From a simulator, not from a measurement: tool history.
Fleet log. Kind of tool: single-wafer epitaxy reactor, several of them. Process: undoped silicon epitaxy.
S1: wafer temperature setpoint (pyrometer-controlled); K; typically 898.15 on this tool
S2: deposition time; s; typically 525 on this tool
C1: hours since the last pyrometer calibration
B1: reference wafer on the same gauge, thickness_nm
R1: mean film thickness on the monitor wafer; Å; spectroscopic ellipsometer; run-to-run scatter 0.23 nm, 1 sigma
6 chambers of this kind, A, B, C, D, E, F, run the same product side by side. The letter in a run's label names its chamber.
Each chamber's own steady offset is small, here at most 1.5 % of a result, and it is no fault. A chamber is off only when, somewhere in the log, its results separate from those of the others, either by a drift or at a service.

run   hour      S1   S2      C1      B1      R1
 1B    4.0  898.15  525  1093.4  56.107  508.83
 2C   10.9  898.15  525   574.3  56.129  504.13
 3D   15.9  898.15  525  2237.0  56.144  502.98
 4A   21.4  898.15  525  1043.6  56.128  505.06
 5F   27.9  898.15  525  2106.3  56.095  504.31
 6E   32.3  898.15  525  1192.2  56.081  503.70
 7F   37.5  898.15  525  2115.9  56.105  503.74
 8A   41.2  908.15  452  1063.4  56.123  546.60
 9E   46.0  908.15  452  1205.9  56.086  548.12
10D   52.4  908.15  452  2273.5  56.136  539.35
11C   58.3  908.15  452   621.7  56.134  543.05
12B   66.0  908.15  452  1155.4  56.171  545.74
13B   71.5  908.15  452  1160.9  56.083  553.84
14D   78.5  898.15  525  2299.6  56.117  498.83
      80.4  -- chamber B: pyrometer calibrated
15C   84.3  898.15  525   647.7  56.095  503.81
16F   91.2  898.15  525  2169.6  56.163  501.21
17E   97.0  908.15  525  1256.9  56.125  630.83
     101.7  -- chamber D: pyrometer calibrated
18A  104.7  908.15  525  1126.9  56.090  630.48
19A  109.5  908.15  525  1131.7  56.102  625.66
20D  114.6  908.15  525    13.0  56.085  609.14
21C  120.4  908.15  525   683.8  56.086  636.13
22B  126.6  908.15  525    46.2  56.078  643.76
23F  130.3  898.15  525  2208.7  56.050  501.31
24E  135.4  898.15  525  1295.3  56.070  505.97
25B  142.0  898.15  525    61.6  56.074  510.66
26E  145.8  898.15  525  1305.7  56.048  504.43
27C  153.5  898.15  525   716.9  56.112  504.32
28A  157.1  898.15  525  1179.3  56.078  507.27
29F  163.8  898.15  525  2242.2  56.131  503.23
30D  167.4  898.15  525    65.8  56.047  484.24
31C  172.3  898.15  525   735.7  56.068  505.74
32A  176.7  898.15  525  1198.9  56.170  503.51
33D  181.8  898.15  525    80.2  56.095  484.11
34E  185.4  898.15  525  1345.3  56.049  502.71
35B  190.2  884.15  605   109.8  56.095  426.29
36F  197.2  884.15  605  2275.6  56.059  416.68
37D  202.5  884.15  605   100.9  56.065  397.93
38C  209.7  884.15  605   773.1  56.078  415.75
39F  217.1  884.15  605  2295.5  56.065  416.50
40B  223.4  884.15  605   143.0  56.124  422.92
41E  231.0  898.15  525  1390.9  56.086  503.95
42A  237.3  898.15  525  1259.5  56.109  499.71
43F  242.6  912.15  525  2321.0  56.079  698.19

Each of the 6 chambers runs these same settings next. Fill in every chamber's results:
44A  248.1  905.15  525           ?
44B  248.1  905.15  525           ?
44C  248.1  905.15  525           ?
44D  248.1  905.15  525           ?
44E  248.1  905.15  525           ?
44F  248.1  905.15  525           ?

run      R1
44A  586.20
44B  598.07
44C  593.04
44D  566.80
44E  589.26
44F  591.72

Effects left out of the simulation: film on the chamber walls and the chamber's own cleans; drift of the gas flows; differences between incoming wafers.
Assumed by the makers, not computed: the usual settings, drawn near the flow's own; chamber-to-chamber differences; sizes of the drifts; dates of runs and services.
